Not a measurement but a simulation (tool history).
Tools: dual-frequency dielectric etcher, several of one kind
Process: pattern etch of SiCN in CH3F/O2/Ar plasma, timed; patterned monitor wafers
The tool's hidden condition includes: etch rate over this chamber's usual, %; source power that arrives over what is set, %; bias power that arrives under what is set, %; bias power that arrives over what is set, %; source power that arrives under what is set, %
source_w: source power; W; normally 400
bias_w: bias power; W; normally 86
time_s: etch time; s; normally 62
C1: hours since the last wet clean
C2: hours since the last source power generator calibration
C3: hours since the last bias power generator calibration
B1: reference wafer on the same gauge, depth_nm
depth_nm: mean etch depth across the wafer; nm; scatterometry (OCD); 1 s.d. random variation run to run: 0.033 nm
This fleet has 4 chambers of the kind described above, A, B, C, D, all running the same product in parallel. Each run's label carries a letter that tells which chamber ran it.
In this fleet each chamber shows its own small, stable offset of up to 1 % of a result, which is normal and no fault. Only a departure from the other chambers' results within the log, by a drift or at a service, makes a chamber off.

run 1C hour=3.9 | source_w=400 bias_w=86 time_s=62 | C1=502.8 C2=661.1 C3=1214.3 | B1=20.7 | depth_nm=24.892
-- hour=7.8 chamber C: wet clean of the chamber
run 2D hour=9.1 | source_w=400 bias_w=86 time_s=62 | C1=15.8 C2=745.8 C3=1793.3 | B1=20.691 | depth_nm=24.65
run 3B hour=14.1 | source_w=400 bias_w=86 time_s=62 | C1=208.8 C2=1420.1 C3=1223.5 | B1=20.695 | depth_nm=24.859
run 4A hour=20 | source_w=400 bias_w=86 time_s=62 | C1=215.4 C2=581 C3=3002.7 | B1=20.682 | depth_nm=24.915
run 5A hour=24.7 | source_w=400 bias_w=86 time_s=62 | C1=220.1 C2=585.7 C3=3007.4 | B1=20.678 | depth_nm=24.971
run 6C hour=27.8 | source_w=400 bias_w=86 time_s=62 | C1=20 C2=685 C3=1238.2 | B1=20.674 | depth_nm=24.846
run 7B hour=32.8 | source_w=400 bias_w=86 time_s=62 | C1=227.5 C2=1438.8 C3=1242.2 | B1=20.673 | depth_nm=24.723
run 8D hour=36.3 | source_w=470 bias_w=101 time_s=62 | C1=43 C2=773 C3=1820.5 | B1=20.662 | depth_nm=27.807
run 9B hour=40.9 | source_w=470 bias_w=101 time_s=62 | C1=235.6 C2=1446.9 C3=1250.3 | B1=20.666 | depth_nm=27.924
run 10C hour=45.2 | source_w=470 bias_w=101 time_s=62 | C1=37.4 C2=702.4 C3=1255.6 | B1=20.656 | depth_nm=27.977
run 11A hour=49.4 | source_w=470 bias_w=101 time_s=62 | C1=244.8 C2=610.4 C3=3032.1 | B1=20.655 | depth_nm=28.08
run 12D hour=53.7 | source_w=400 bias_w=86 time_s=62 | C1=60.4 C2=790.4 C3=1837.9 | B1=20.662 | depth_nm=24.652
run 13A hour=57.9 | source_w=400 bias_w=86 time_s=62 | C1=253.3 C2=618.9 C3=3040.6 | B1=20.651 | depth_nm=24.896
run 14D hour=60.7 | source_w=400 bias_w=86 time_s=62 | C1=67.4 C2=797.4 C3=1844.9 | B1=20.657 | depth_nm=24.61
run 15C hour=65.8 | source_w=400 bias_w=86 time_s=62 | C1=58 C2=723 C3=1276.2 | B1=20.647 | depth_nm=24.804
run 16B hour=69.9 | source_w=400 bias_w=86 time_s=62 | C1=264.6 C2=1475.9 C3=1279.3 | B1=20.645 | depth_nm=24.736
run 17A hour=74.5 | source_w=400 bias_w=86 time_s=62 | C1=269.9 C2=635.5 C3=3057.2 | B1=20.644 | depth_nm=24.983
run 18C hour=77.2 | source_w=400 bias_w=86 time_s=62 | C1=69.4 C2=734.4 C3=1287.6 | B1=20.627 | depth_nm=24.779
run 19D hour=80.9 | source_w=400 bias_w=86 time_s=62 | C1=87.6 C2=817.6 C3=1865.1 | B1=20.636 | depth_nm=24.704
run 20B hour=84.5 | source_w=400 bias_w=86 time_s=47.5 | C1=279.2 C2=1490.5 C3=1293.9 | B1=20.635 | depth_nm=18.961
run 21B hour=89.2 | source_w=400 bias_w=86 time_s=47.5 | C1=283.9 C2=1495.2 C3=1298.6 | B1=20.625 | depth_nm=18.978
run 22D hour=92.1 | source_w=400 bias_w=86 time_s=47.5 | C1=98.8 C2=828.8 C3=1876.3 | B1=20.634 | depth_nm=18.839
run 23C hour=95.8 | source_w=400 bias_w=86 time_s=47.5 | C1=88 C2=753 C3=1306.2 | B1=20.612 | depth_nm=18.993
run 24A hour=101.1 | source_w=400 bias_w=86 time_s=62 | C1=296.5 C2=662.1 C3=3083.8 | B1=20.61 | depth_nm=24.858
run 25D hour=104.7 | source_w=400 bias_w=86 time_s=62 | C1=111.4 C2=841.4 C3=1888.9 | B1=20.614 | depth_nm=24.691
run 26B hour=110.2 | source_w=400 bias_w=86 time_s=62 | C1=304.9 C2=1516.2 C3=1319.6 | B1=20.612 | depth_nm=24.732
run 27A hour=113 | source_w=400 bias_w=86 time_s=62 | C1=308.4 C2=674 C3=3095.7 | B1=20.612 | depth_nm=24.865
run 28C hour=117.1 | source_w=400 bias_w=86 time_s=62 | C1=109.3 C2=774.3 C3=1327.5 | B1=20.601 | depth_nm=24.834
run 29A hour=122 | source_w=310 bias_w=72 time_s=62 | C1=317.4 C2=683 C3=3104.7 | B1=20.602 | depth_nm=21.203
run 30D hour=127.6 | source_w=310 bias_w=72 time_s=62 | C1=134.3 C2=864.3 C3=1911.8 | B1=20.594 | depth_nm=20.923
run 31B hour=130.6 | source_w=310 bias_w=72 time_s=62 | C1=325.3 C2=1536.6 C3=1340 | B1=20.593 | depth_nm=21.003
run 32C hour=135.2 | source_w=310 bias_w=72 time_s=62 | C1=127.4 C2=792.4 C3=1345.6 | B1=20.589 | depth_nm=21.128

All 4 chambers run these settings next. Forecast each chamber's results:
run 33A hour=139.4 | source_w=480 bias_w=86 time_s=62 | depth_nm=?
run 33B hour=139.4 | source_w=480 bias_w=86 time_s=62 | depth_nm=?
run 33C hour=139.4 | source_w=480 bias_w=86 time_s=62 | depth_nm=?
run 33D hour=139.4 | source_w=480 bias_w=86 time_s=62 | depth_nm=?

run=33A depth_nm=26.577
run=33B depth_nm=26.396
run=33C depth_nm=26.476
run=33D depth_nm=26.254
